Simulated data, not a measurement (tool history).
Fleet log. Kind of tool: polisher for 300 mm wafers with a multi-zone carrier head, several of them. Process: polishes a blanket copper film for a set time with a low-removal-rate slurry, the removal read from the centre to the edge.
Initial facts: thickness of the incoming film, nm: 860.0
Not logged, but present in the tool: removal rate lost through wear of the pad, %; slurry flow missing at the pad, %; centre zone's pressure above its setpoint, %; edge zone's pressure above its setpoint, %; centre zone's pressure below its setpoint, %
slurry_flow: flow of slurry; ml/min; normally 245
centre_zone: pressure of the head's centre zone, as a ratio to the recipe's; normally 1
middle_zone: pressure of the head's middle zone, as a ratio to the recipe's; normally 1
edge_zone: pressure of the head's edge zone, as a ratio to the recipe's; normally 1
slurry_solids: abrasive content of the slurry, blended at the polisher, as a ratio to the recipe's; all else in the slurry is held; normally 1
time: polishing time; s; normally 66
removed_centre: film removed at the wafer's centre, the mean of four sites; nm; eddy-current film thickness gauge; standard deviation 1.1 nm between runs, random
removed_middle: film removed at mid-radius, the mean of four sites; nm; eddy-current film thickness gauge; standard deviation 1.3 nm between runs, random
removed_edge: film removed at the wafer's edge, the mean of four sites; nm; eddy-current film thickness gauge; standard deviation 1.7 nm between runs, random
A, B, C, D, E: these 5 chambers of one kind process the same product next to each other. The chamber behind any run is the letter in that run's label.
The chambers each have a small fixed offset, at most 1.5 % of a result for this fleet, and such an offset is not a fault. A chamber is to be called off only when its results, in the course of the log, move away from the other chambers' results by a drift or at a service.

run,hour,slurry_flow,centre_zone,middle_zone,edge_zone,slurry_solids,time,wafers polished on this pad,hours since the slurry nozzle was cleaned,hours since the centre zone pressure was calibrated,hours since the edge zone pressure was calibrated,removed_centre,removed_middle,removed_edge
1C,4.1,245,1,1,1,1,66,393,180.7,243.6,223,150.09,152.03,152.68
2A,8.7,245,1,1,1,1,66,868,136.4,310.8,212.4,151.25,152.84,153.77
3B,11.9,245,1,1,1,1,66,137,223.7,480.6,216,152.09,150.67,151.63
# hour 12.6: chamber A: worn pad replaced by a new one
4D,15.9,245,1,1,1,1,66,284,756.7,413.8,696.7,150.87,153.16,151.26
5E,19,245,1,1,1,1,66,201,342.6,1244,101.6,152.38,151.1,152.47
6A,22.4,245,1,1,1,1,66,92,150.1,324.5,226.1,153.36,151.98,153.84
7C,24.6,245,1,1,1,1.1,66,586,201.2,264.1,243.5,154.04,154.51,156.11
8E,28.8,245,1,1,1,1.1,66,293,352.4,1253.8,111.4,154.62,153.69,155.55
9B,32.4,245,1,1,1,1.1,66,330,244.2,501.1,236.5,154.66,153.45,156.28
10D,37.1,245,1,1,1,1.1,66,484,777.9,435,717.9,154.69,155.36,155.47
11B,39.8,245,1,1,1,1.1,66,400,251.6,508.5,243.9,152.98,154.87,155.88
12C,42.8,245,1,1,1,1,66,758,219.4,282.3,261.7,149.81,150.82,153.87
13D,46.1,245,1,1,1,1,66,569,786.9,444,726.9,151.54,151.91,150.29
14E,48.9,245,1,1,1,1,66,483,372.5,1273.9,131.5,154.56,152.12,151.64
# hour 51: chamber D: worn pad replaced by a new one
15A,51.6,245,1,1,1,1,66,367,179.3,353.7,255.3,151.16,150.44,150.24
16B,54.1,245,1,1,1,1,66,534,265.9,522.8,258.2,152.07,151.79,151.4
# hour 54.2: chamber D: slurry nozzle cleaned
17D,58.4,245,1,1,1,1,66,70,4.3,456.3,739.2,150,153.67,149.12
# hour 62.7: chamber B: edge zone pressure recalibrated
18E,62.9,245,1,1,1,1,66,615,386.5,1287.9,145.5,152.02,148.97,149.29
# hour 65.3: chamber E: slurry nozzle cleaned
19A,65.6,245,1,1,1,1,66,499,193.3,367.7,269.3,151.83,151.12,154.21
20C,68.7,245,1,1,1,1,66,1002,245.3,308.2,287.6,153.73,151.63,152.05
21A,71.9,245,1,1,1,1,66,559,199.6,374,275.6,151.4,152.78,150.6
22C,76.4,245,1,1,1,1,66,1074,253,315.9,295.3,156.8,153.31,157.74
23E,79.3,245,1,1,1,1,66,769,14,1304.3,161.9,152.81,152.06,152.25
24B,81.5,245,0.9,1,1,1,66,793,293.3,550.2,18.8,135.55,151.5,153.13
# hour 84.8: chamber C: worn pad replaced by a new one
25D,85.9,245,0.9,1,1,1,66,329,31.8,483.8,766.7,135.2,154.35,148.96
26D,89,245,0.9,1,1,1,66,358,34.9,486.9,769.8,133.88,152.51,151.83
# hour 89.9: chamber E: worn pad replaced by a new one
27E,93.2,245,0.9,1,1,1,66,31,27.9,1318.2,175.8,135.58,148.3,152.24
28A,97.9,245,0.9,1,1,1,66,804,225.6,400,301.6,135.48,150.63,152.39
29C,101.7,245,1,1,1,1,66,159,278.3,341.2,320.6,158.33,152.09,154.67
30B,104.6,245,1,1,1,1,66,1010,316.4,573.3,41.9,152.57,149.31,153.01
31D,107.9,245,1,1,1,1,66,536,53.8,505.8,788.7,150.25,153.27,152.42
32E,112.6,245,1,1,1,1,66,213,47.3,1337.6,195.2,153.05,151.62,149.86
33C,115.9,245,1,1,1,1,66,293,292.5,355.4,334.8,163.58,150.67,153.15
34A,119.7,245,1,1,1,0.75,66,1009,247.4,421.8,323.4,144.58,143.3,143.7
35B,122.7,245,1,1,1,0.75,66,1181,334.5,591.4,60,143.17,141.37,143.8
36D,125.4,245,1,1,1,0.75,66,701,71.3,523.3,806.2,142.86,145.77,145.42
37E,129.8,245,1,1,1,0.75,66,375,64.5,1354.8,212.4,143.61,144.52,142.12

What goes on in this fleet: one chamber off, a drifting gauge, or nothing beyond the chambers' own small offsets? Name the chamber and the cause, if any.

Chamber C drifts away from the others.
What lies behind it: centre zone's pressure above its setpoint, % = 9.75.

Which of the 4 candidates below, each the usual settings with something changed and its results left as question marks, puts chamber C back in line with what the other chambers give on the usual settings?
In-line tolerance around the mean of the other chambers on the usual settings: removed_centre 3.9 nm; removed_middle 4.5 nm; removed_edge 5.8 nm
38C-1,133.1,250,1.07,0.99,0.98,1,67,,,,,?,?,?
38C-2,133.1,255,1.12,0.97,0.96,1,68,,,,,?,?,?
38C-3,133.1,235,0.89,1.03,1.03,1,64,,,,,?,?,?
38C-4,133.1,240,0.93,1.01,1.02,1,65,,,,,?,?,?

On the usual settings, the other chambers give on average: removed_centre 152.04 nm; removed_middle 151.49 nm; removed_edge 152.23 nm
run,removed_centre,removed_middle,removed_edge
38C-1,181.73,153.11,154.54
38C-2,194.24,152.79,155.46
38C-3,140.86,150.77,150.65
38C-4,150.55,150.72,152.55
38C-4 is the one that brings the chamber's results back in line with the other chambers.

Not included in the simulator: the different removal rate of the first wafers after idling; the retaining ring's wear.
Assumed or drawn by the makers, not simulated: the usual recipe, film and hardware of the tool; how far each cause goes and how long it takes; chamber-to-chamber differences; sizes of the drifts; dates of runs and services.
